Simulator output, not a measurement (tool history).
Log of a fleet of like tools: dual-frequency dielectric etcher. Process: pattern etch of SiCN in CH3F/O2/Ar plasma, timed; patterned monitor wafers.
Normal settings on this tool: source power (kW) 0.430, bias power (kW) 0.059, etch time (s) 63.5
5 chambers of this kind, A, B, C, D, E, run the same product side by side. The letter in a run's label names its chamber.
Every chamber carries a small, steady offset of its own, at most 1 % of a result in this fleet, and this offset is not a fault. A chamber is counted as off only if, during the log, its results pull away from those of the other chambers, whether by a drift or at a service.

run	day	source power (kW)	bias power (kW)	etch time (s)	hours since the last wet clean	hours since the last source power generator calibration	hours since the last bias power generator calibration	read-back reference wafer on the same gauge, depth_nm	mean etch depth across the wafer (Å)
1E	0.212	0.430	0.059	63.5	55.2	659.0	2402.6	27.401	230.01
2A	0.354	0.430	0.059	63.5	14.0	755.6	1783.2	27.401	228.57
3D	0.492	0.430	0.059	63.5	197.7	582.0	898.2	27.417	229.06
4B	0.592	0.430	0.059	63.5	59.7	3401.4	2217.3	27.420	227.87
5C	0.804	0.430	0.059	63.5	188.2	1226.0	2779.4	27.424	229.89
6E	0.946	0.390	0.059	63.5	72.8	676.6	2420.2	27.433	221.91
7B	1.079	0.390	0.059	63.5	71.4	3413.1	2229.0	27.439	219.35
8C	1.288	0.390	0.059	63.5	199.8	1237.6	2791.0	27.440	221.30
9A	1.433	0.390	0.059	63.5	39.9	781.5	1809.1	27.451	220.87
10D	1.633	0.390	0.059	63.5	225.1	609.4	925.6	27.452	220.86
11B	1.817	0.430	0.059	63.5	89.1	3430.8	2246.7	27.457	227.88
12A	1.921	0.430	0.059	46.5	51.6	793.2	1820.8	27.459	168.36
13E	2.062	0.430	0.059	46.5	99.6	703.4	2447.0	27.476	168.54
14D	2.200	0.430	0.059	46.5	238.7	623.0	939.2	27.474	167.98
15C	2.396	0.430	0.059	46.5	226.4	1264.2	2817.6	27.487	169.23
16C	2.600	0.430	0.059	46.5	231.3	1269.1	2822.5	27.469	168.89
17D	2.729	0.430	0.059	63.5	251.4	635.7	951.9	27.503	229.60
18E	2.929	0.430	0.059	63.5	120.4	724.2	2467.8	27.491	230.06
19B	3.112	0.430	0.059	63.5	120.2	3461.9	2277.8	27.514	228.06
20A	3.217	0.430	0.059	73.5	82.7	824.3	1851.9	27.495	265.84
21B	3.321	0.430	0.059	73.5	125.2	3466.9	2282.8	27.509	264.00
22D	3.462	0.430	0.059	73.5	269.0	653.3	969.5	27.513	265.23
23E	3.679	0.430	0.059	73.5	138.4	742.2	2485.8	27.513	267.08
24C	3.842	0.430	0.059	73.5	261.1	1298.9	2852.3	27.529	267.11
25A	3.971	0.430	0.059	63.5	100.8	842.4	1870.0	27.533	230.14
26E	4.133	0.430	0.059	63.5	149.3	753.1	2496.7	27.542	230.55
27A	4.312	0.430	0.059	52.5	109.0	850.6	1878.2	27.544	190.14
# day 4.375: chamber C: bias power generator calibrated
28D	4.529	0.430	0.059	52.5	294.6	678.9	995.1	27.556	190.58
29C	4.650	0.430	0.059	52.5	280.5	1318.3	6.7	27.553	191.09
30B	4.783	0.430	0.059	52.5	160.3	3502.0	2317.9	27.549	189.53
31E	4.975	0.430	0.059	52.5	169.5	773.3	2516.9	27.564	191.59
32D	5.117	0.430	0.059	63.5	308.7	693.0	1009.2	27.566	229.93
33C	5.283	0.430	0.059	63.5	295.7	1333.5	21.9	27.556	230.85

The same settings go to every chamber for the next run, one line per chamber below. Forecast the results for each:
34A	5.446	0.430	0.059	63.5					?
34B	5.446	0.430	0.059	63.5					?
34C	5.446	0.430	0.059	63.5					?
34D	5.446	0.430	0.059	63.5					?
34E	5.446	0.430	0.059	63.5					?

run	mean etch depth across the wafer (Å)
34A	230.38
34B	229.30
34C	231.48
34D	230.24
34E	231.18
